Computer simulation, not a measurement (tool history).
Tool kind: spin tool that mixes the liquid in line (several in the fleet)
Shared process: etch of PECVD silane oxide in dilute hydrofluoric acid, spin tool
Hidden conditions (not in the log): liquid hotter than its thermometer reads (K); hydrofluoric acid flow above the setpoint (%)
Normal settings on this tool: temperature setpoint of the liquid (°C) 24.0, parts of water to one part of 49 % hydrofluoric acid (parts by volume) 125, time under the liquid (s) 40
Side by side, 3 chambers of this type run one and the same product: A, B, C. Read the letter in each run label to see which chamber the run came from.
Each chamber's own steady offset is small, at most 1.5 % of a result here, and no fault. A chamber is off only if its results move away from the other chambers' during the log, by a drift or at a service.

| run | hour | temperature setpoint of the liquid (°C) | parts of water to one part of 49 % hydrofluoric acid (parts by volume) | time under the liquid (s) | hours since the thermometer was replaced | hours since the hydrofluoric acid flow meter was replaced | read-back film thickness of the PECVD silane oxide reference wafer, read on the same gauge (nm) | thickness taken off the PECVD silane oxide on a monitor wafer (Å) |
|---|---|---|---|---|---|---|---|---|
| 1B | 5.2 | 24.0 | 125 | 40 | 2050.1 | 65.7 | 49.979 | 158.12 |
| 2C | 11.1 | 24.0 | 125 | 40 | 449.1 | 131.5 | 49.996 | 155.21 |
| 3A | 14.8 | 24.0 | 125 | 40 | 334.2 | 1059.2 | 50.000 | 156.19 |
| 4C | 20.2 | 24.0 | 125 | 40 | 458.2 | 140.6 | 50.018 | 154.76 |
| 5A | 23.3 | 24.0 | 125 | 40 | 342.7 | 1067.7 | 50.001 | 156.05 |
| 6B | 26.7 | 24.0 | 125 | 40 | 2071.6 | 87.2 | 50.009 | 156.15 |
| 7B | 30.0 | 24.0 | 125 | 40 | 2074.9 | 90.5 | 50.007 | 156.51 |
| 8A | 34.6 | 24.0 | 95 | 40 | 354.0 | 1079.0 | 50.005 | 217.21 |
| 9C | 40.6 | 24.0 | 95 | 40 | 478.6 | 161.0 | 50.021 | 212.22 |
| 10B | 46.4 | 24.0 | 95 | 40 | 2091.3 | 106.9 | 50.016 | 210.60 |
| 11C | 49.3 | 24.0 | 125 | 40 | 487.3 | 169.7 | 49.993 | 154.09 |
| 12A | 52.7 | 26.5 | 170 | 40 | 372.1 | 1097.1 | 50.012 | 124.66 |
| 13C | 56.0 | 26.5 | 170 | 40 | 494.0 | 176.4 | 50.001 | 118.29 |
| 14B | 60.7 | 26.5 | 170 | 40 | 2105.6 | 121.2 | 49.995 | 121.35 |
| 15A | 65.4 | 24.0 | 125 | 40 | 384.8 | 1109.8 | 49.995 | 164.37 |
| 16C | 68.6 | 24.0 | 125 | 40 | 506.6 | 189.0 | 49.988 | 155.15 |
| 17A | 72.9 | 24.0 | 125 | 40 | 392.3 | 1117.3 | 50.020 | 165.89 |
| 18B | 77.0 | 24.0 | 125 | 40 | 2121.9 | 137.5 | 50.002 | 156.06 |
| 19A | 80.1 | 27.0 | 125 | 30 | 399.5 | 1124.5 | 49.988 | 141.23 |
| 20C | 85.9 | 27.0 | 125 | 30 | 523.9 | 206.3 | 50.007 | 130.79 |

Predict what each chamber gives when all 3 of them run the settings below next.
| 21A | 90.2 | 24.0 | 125 | 40 |  |  |  | ? |
| 21B | 90.2 | 24.0 | 125 | 40 |  |  |  | ? |
| 21C | 90.2 | 24.0 | 125 | 40 |  |  |  | ? |

| run | thickness taken off the PECVD silane oxide on a monitor wafer (Å) |
|---|---|
| 21A | 170.37 |
| 21B | 156.74 |
| 21C | 155.46 |
